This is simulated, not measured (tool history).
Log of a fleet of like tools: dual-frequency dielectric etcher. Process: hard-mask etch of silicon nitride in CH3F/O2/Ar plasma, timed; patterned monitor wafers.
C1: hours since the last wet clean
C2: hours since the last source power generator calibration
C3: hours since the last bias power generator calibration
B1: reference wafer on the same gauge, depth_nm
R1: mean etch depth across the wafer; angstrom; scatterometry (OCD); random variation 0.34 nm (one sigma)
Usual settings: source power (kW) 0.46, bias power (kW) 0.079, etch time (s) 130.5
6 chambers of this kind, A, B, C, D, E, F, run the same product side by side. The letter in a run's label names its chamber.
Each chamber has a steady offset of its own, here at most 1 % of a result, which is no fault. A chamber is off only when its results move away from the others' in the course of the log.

run 1D day=0.146 | source_power_(kW)=0.46 bias_power_(kW)=0.079 etch_time_(s)=130.5 | C1=125.7 C2=2299.4 C3=1027.1 | B1=87.009 | R1=993.11
run 2F day=0.404 | source_power_(kW)=0.46 bias_power_(kW)=0.079 etch_time_(s)=130.5 | C1=318 C2=2557.6 C3=2299.5 | B1=87.012 | R1=1003.1
-- day=0.442 chamber B: source power generator calibrated
run 3C day=0.629 | source_power_(kW)=0.46 bias_power_(kW)=0.079 etch_time_(s)=130.5 | C1=596 C2=2575.3 C3=21.4 | B1=87.011 | R1=990.72
run 4B day=0.779 | source_power_(kW)=0.46 bias_power_(kW)=0.079 etch_time_(s)=130.5 | C1=472.4 C2=8.1 C3=216.2 | B1=87.071 | R1=1004.7
run 5E day=1.046 | source_power_(kW)=0.37 bias_power_(kW)=0.079 etch_time_(s)=145 | C1=419.5 C2=448.7 C3=3282.4 | B1=87.066 | R1=1020.8
run 6A day=1.25 | source_power_(kW)=0.37 bias_power_(kW)=0.079 etch_time_(s)=145 | C1=496.8 C2=1373.7 C3=2508.8 | B1=86.987 | R1=1024.3
run 7B day=1.479 | source_power_(kW)=0.37 bias_power_(kW)=0.079 etch_time_(s)=145 | C1=489.2 C2=24.9 C3=233 | B1=86.999 | R1=1027.4
run 8D day=1.617 | source_power_(kW)=0.37 bias_power_(kW)=0.079 etch_time_(s)=145 | C1=161 C2=2334.7 C3=1062.4 | B1=87.018 | R1=1021.7
run 9C day=1.821 | source_power_(kW)=0.37 bias_power_(kW)=0.079 etch_time_(s)=145 | C1=624.6 C2=2603.9 C3=50 | B1=86.978 | R1=1011.3
-- day=1.875 chamber A: wet clean of the chamber
run 10E day=1.954 | source_power_(kW)=0.37 bias_power_(kW)=0.079 etch_time_(s)=145 | C1=441.3 C2=470.5 C3=3304.2 | B1=87.063 | R1=1018.9
run 11F day=2.138 | source_power_(kW)=0.46 bias_power_(kW)=0.079 etch_time_(s)=130.5 | C1=359.6 C2=2599.2 C3=2341.1 | B1=87.054 | R1=999.19
run 12A day=2.404 | source_power_(kW)=0.46 bias_power_(kW)=0.079 etch_time_(s)=130.5 | C1=12.7 C2=1401.4 C3=2536.5 | B1=87.013 | R1=1000.8
run 13C day=2.688 | source_power_(kW)=0.46 bias_power_(kW)=0.079 etch_time_(s)=130.5 | C1=645.4 C2=2624.7 C3=70.8 | B1=87.005 | R1=993.46
run 14A day=2.925 | source_power_(kW)=0.46 bias_power_(kW)=0.079 etch_time_(s)=130.5 | C1=25.2 C2=1413.9 C3=2549 | B1=86.978 | R1=996.34
run 15E day=3.1 | source_power_(kW)=0.46 bias_power_(kW)=0.079 etch_time_(s)=130.5 | C1=468.8 C2=498 C3=3331.7 | B1=87 | R1=1000.2
run 16F day=3.292 | source_power_(kW)=0.46 bias_power_(kW)=0.079 etch_time_(s)=130.5 | C1=387.3 C2=2626.9 C3=2368.8 | B1=87.005 | R1=1007
-- day=3.488 chamber C: wet clean of the chamber
run 17D day=3.558 | source_power_(kW)=0.46 bias_power_(kW)=0.079 etch_time_(s)=130.5 | C1=207.6 C2=2381.3 C3=1109 | B1=87.006 | R1=996.06
run 18B day=3.812 | source_power_(kW)=0.46 bias_power_(kW)=0.079 etch_time_(s)=130.5 | C1=545.2 C2=80.9 C3=289 | B1=87.018 | R1=1003.9
-- day=3.85 chamber E: wet clean of the chamber
run 19F day=3.992 | source_power_(kW)=0.4 bias_power_(kW)=0.079 etch_time_(s)=130.5 | C1=404.1 C2=2643.7 C3=2385.6 | B1=87.055 | R1=954.41
run 20D day=4.175 | source_power_(kW)=0.4 bias_power_(kW)=0.079 etch_time_(s)=130.5 | C1=222.4 C2=2396.1 C3=1123.8 | B1=86.996 | R1=945.13
run 21E day=4.338 | source_power_(kW)=0.4 bias_power_(kW)=0.079 etch_time_(s)=130.5 | C1=11.7 C2=527.7 C3=3361.4 | B1=87.057 | R1=943.23
run 22B day=4.512 | source_power_(kW)=0.4 bias_power_(kW)=0.079 etch_time_(s)=130.5 | C1=562 C2=97.7 C3=305.8 | B1=87.056 | R1=952.88
run 23C day=4.638 | source_power_(kW)=0.4 bias_power_(kW)=0.079 etch_time_(s)=130.5 | C1=27.6 C2=2671.5 C3=117.6 | B1=87.023 | R1=939.15
run 24A day=4.85 | source_power_(kW)=0.4 bias_power_(kW)=0.079 etch_time_(s)=130.5 | C1=71.4 C2=1460.1 C3=2595.2 | B1=87.012 | R1=941.45
run 25C day=5.083 | source_power_(kW)=0.46 bias_power_(kW)=0.079 etch_time_(s)=130.5 | C1=38.3 C2=2682.2 C3=128.3 | B1=86.911 | R1=998.25
-- day=5.342 chamber B: wet clean of the chamber
run 26F day=5.35 | source_power_(kW)=0.46 bias_power_(kW)=0.079 etch_time_(s)=130.5 | C1=436.7 C2=2676.3 C3=2418.2 | B1=87.034 | R1=1005.8
run 27B day=5.583 | source_power_(kW)=0.46 bias_power_(kW)=0.079 etch_time_(s)=130.5 | C1=5.8 C2=123.4 C3=331.5 | B1=86.932 | R1=965.61
run 28A day=5.788 | source_power_(kW)=0.46 bias_power_(kW)=0.079 etch_time_(s)=130.5 | C1=93.9 C2=1482.6 C3=2617.7 | B1=87 | R1=996.3
run 29E day=6.004 | source_power_(kW)=0.46 bias_power_(kW)=0.079 etch_time_(s)=130.5 | C1=51.7 C2=567.7 C3=3401.4 | B1=87.014 | R1=994.17
run 30D day=6.162 | source_power_(kW)=0.46 bias_power_(kW)=0.079 etch_time_(s)=130.5 | C1=270.1 C2=2443.8 C3=1171.5 | B1=87.018 | R1=998.61
run 31C day=6.392 | source_power_(kW)=0.46 bias_power_(kW)=0.079 etch_time_(s)=130.5 | C1=69.7 C2=2713.6 C3=159.7 | B1=86.971 | R1=996.01
run 32B day=6.592 | source_power_(kW)=0.46 bias_power_(kW)=0.079 etch_time_(s)=130.5 | C1=30 C2=147.6 C3=355.7 | B1=87.051 | R1=960.18
run 33D day=6.821 | source_power_(kW)=0.55 bias_power_(kW)=0.079 etch_time_(s)=155.5 | C1=285.9 C2=2459.6 C3=1187.3 | B1=86.952 | R1=1271.8
run 34F day=6.975 | source_power_(kW)=0.55 bias_power_(kW)=0.079 etch_time_(s)=155.5 | C1=475.7 C2=2715.3 C3=2457.2 | B1=86.962 | R1=1274.7
run 35A day=7.188 | source_power_(kW)=0.55 bias_power_(kW)=0.079 etch_time_(s)=155.5 | C1=127.5 C2=1516.2 C3=2651.3 | B1=86.996 | R1=1268.4
run 36E day=7.338 | source_power_(kW)=0.55 bias_power_(kW)=0.079 etch_time_(s)=155.5 | C1=83.7 C2=599.7 C3=3433.4 | B1=87.012 | R1=1282.9
run 37C day=7.608 | source_power_(kW)=0.55 bias_power_(kW)=0.079 etch_time_(s)=155.5 | C1=98.9 C2=2742.8 C3=188.9 | B1=87.001 | R1=1269.4
run 38A day=7.896 | source_power_(kW)=0.55 bias_power_(kW)=0.079 etch_time_(s)=155.5 | C1=144.5 C2=1533.2 C3=2668.3 | B1=87.041 | R1=1274.6
run 39D day=8.021 | source_power_(kW)=0.46 bias_power_(kW)=0.079 etch_time_(s)=130.5 | C1=314.7 C2=2488.4 C3=1216.1 | B1=86.985 | R1=996.5
run 40B day=8.238 | source_power_(kW)=0.46 bias_power_(kW)=0.079 etch_time_(s)=130.5 | C1=69.5 C2=187.1 C3=395.2 | B1=87.002 | R1=965.51
run 41F day=8.375 | source_power_(kW)=0.46 bias_power_(kW)=0.079 etch_time_(s)=130.5 | C1=509.3 C2=2748.9 C3=2490.8 | B1=87.018 | R1=997.08

Next, every chamber runs the same settings. What will each give?
run 42A day=8.579 | source_power_(kW)=0.46 bias_power_(kW)=0.079 etch_time_(s)=130.5 | R1=?
run 42B day=8.579 | source_power_(kW)=0.46 bias_power_(kW)=0.079 etch_time_(s)=130.5 | R1=?
run 42C day=8.579 | source_power_(kW)=0.46 bias_power_(kW)=0.079 etch_time_(s)=130.5 | R1=?
run 42D day=8.579 | source_power_(kW)=0.46 bias_power_(kW)=0.079 etch_time_(s)=130.5 | R1=?
run 42E day=8.579 | source_power_(kW)=0.46 bias_power_(kW)=0.079 etch_time_(s)=130.5 | R1=?
run 42F day=8.579 | source_power_(kW)=0.46 bias_power_(kW)=0.079 etch_time_(s)=130.5 | R1=?

run=42A R1=993.69
run=42B R1=969.32
run=42C R1=988.91
run=42D R1=991.92
run=42E R1=996.18
run=42F R1=1000.9

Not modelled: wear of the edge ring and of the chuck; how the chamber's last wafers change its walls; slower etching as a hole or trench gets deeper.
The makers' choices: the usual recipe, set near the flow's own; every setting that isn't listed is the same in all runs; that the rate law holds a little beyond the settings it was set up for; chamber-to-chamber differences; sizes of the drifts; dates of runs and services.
